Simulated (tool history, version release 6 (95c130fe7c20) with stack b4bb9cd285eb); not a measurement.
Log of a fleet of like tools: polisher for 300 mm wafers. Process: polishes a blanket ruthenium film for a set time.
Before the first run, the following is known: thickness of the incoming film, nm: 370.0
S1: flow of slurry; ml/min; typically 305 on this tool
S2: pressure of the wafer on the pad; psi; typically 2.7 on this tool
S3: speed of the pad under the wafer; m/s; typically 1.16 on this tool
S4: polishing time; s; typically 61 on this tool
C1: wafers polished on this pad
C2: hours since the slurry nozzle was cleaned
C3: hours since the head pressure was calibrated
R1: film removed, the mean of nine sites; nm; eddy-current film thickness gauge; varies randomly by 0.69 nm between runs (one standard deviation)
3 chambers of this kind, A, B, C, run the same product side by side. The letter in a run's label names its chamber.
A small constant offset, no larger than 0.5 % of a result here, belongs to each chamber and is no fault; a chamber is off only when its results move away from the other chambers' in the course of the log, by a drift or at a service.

run	day	S1	S2	S3	S4	C1	C2	C3	R1
# day 0.142: chamber A: worn pad replaced by a new one
1B	0.342	305	2.7	1.16	61	602	263.4	119.4	102.810
# day 0.379: chamber C: worn pad replaced by a new one
2C	0.842	305	2.7	1.16	61	123	35.6	332.9	102.020
3A	1.104	305	2.7	1.16	61	255	199.8	1186.8	102.260
# day 1.283: chamber B: worn pad replaced by a new one
4C	1.362	305	2.7	1.16	61	261	48.1	345.4	102.320
5A	1.667	305	2.7	1.16	61	404	213.3	1200.3	101.540
# day 1.908: chamber A: slurry nozzle cleaned
6B	2.175	305	2.7	1.16	61	236	307.4	163.4	102.910
7B	2.429	305	2.7	1.16	61	304	313.5	169.5	102.070
8C	2.962	305	2.7	1.16	61	685	86.5	383.8	101.390
# day 3.262: chamber C: worn pad replaced by a new one
9A	3.500	305	2.7	1.16	61	890	38.2	1244.3	101.170
10C	3.796	305	2.7	1.16	61	142	106.5	403.8	101.610
# day 3.954: chamber A: worn pad replaced by a new one
11A	4.271	305	2.7	1.16	61	84	56.7	1262.8	101.760
12B	4.533	305	2.7	1.16	61	861	364.0	220.0	101.790
# day 4.579: chamber B: worn pad replaced by a new one
13A	4.775	305	2.7	1.16	61	217	68.8	1274.9	102.170
14B	5.092	305	2.7	1.16	61	135	377.4	233.4	103.540
15C	5.371	305	2.7	1.16	78	559	144.3	441.6	130.190
# day 5.754: chamber C: worn pad replaced by a new one
16C	5.883	305	2.7	1.16	78	34	156.6	453.9	130.140
17B	6.296	305	2.7	1.16	78	454	406.3	262.3	129.150
18A	6.804	225	2.7	1.16	61	755	117.5	1323.6	98.267
19A	7.246	225	2.7	1.16	61	872	128.1	1334.2	98.266
20B	7.600	225	2.7	1.16	61	800	437.6	293.6	98.325
# day 7.612: chamber A: worn pad replaced by a new one
# day 7.967: chamber B: worn pad replaced by a new one
21C	8.029	305	2.7	1.16	61	603	208.1	505.4	101.020
22B	8.267	305	2.7	1.16	47	80	453.6	309.6	77.636
# day 8.575: chamber C: worn pad replaced by a new one
23C	8.804	305	2.7	1.16	47	61	226.7	524.0	77.010
24A	9.154	305	2.7	1.16	47	408	173.9	1380.0	77.774
25C	9.638	305	2.7	1.16	61	282	246.7	544.0	100.660
26B	10.104	305	2.7	1.16	61	567	497.7	353.7	100.010
27A	10.400	305	2.7	1.16	61	738	203.8	1409.9	102.680
28C	10.921	305	2.7	1.16	61	622	277.5	574.8	102.230
# day 11.117: chamber A: worn pad replaced by a new one
29A	11.362	305	2.1	1.16	61	65	226.9	1433.0	78.672
# day 11.417: chamber C: worn pad replaced by a new one
# day 11.438: chamber B: worn pad replaced by a new one
# day 11.458: chamber A: head pressure recalibrated
30B	11.708	305	2.1	1.16	61	72	536.2	392.2	77.900
# day 12.125: chamber A: slurry nozzle cleaned
31A	12.129	305	2.1	1.16	61	268	0.2	16.2	78.869
32C	12.392	305	2.7	1.16	61	259	312.8	610.1	100.050
33B	12.708	305	2.7	1.16	61	337	560.2	416.2	98.662
34B	13.217	305	2.7	1.16	61	471	572.4	428.4	98.998
35A	13.471	305	2.7	1.16	61	623	32.4	48.4	101.630
36C	13.988	305	2.7	1.16	61	682	351.1	648.4	101.110

All chambers now run identical settings, listed one chamber a line with results as question marks. What results will each chamber show?
37A	14.375	305	2.7	1.16	61				?
37B	14.375	305	2.7	1.16	61				?
37C	14.375	305	2.7	1.16	61				?

run	R1
37A	101.370
37B	97.412
37C	101.730
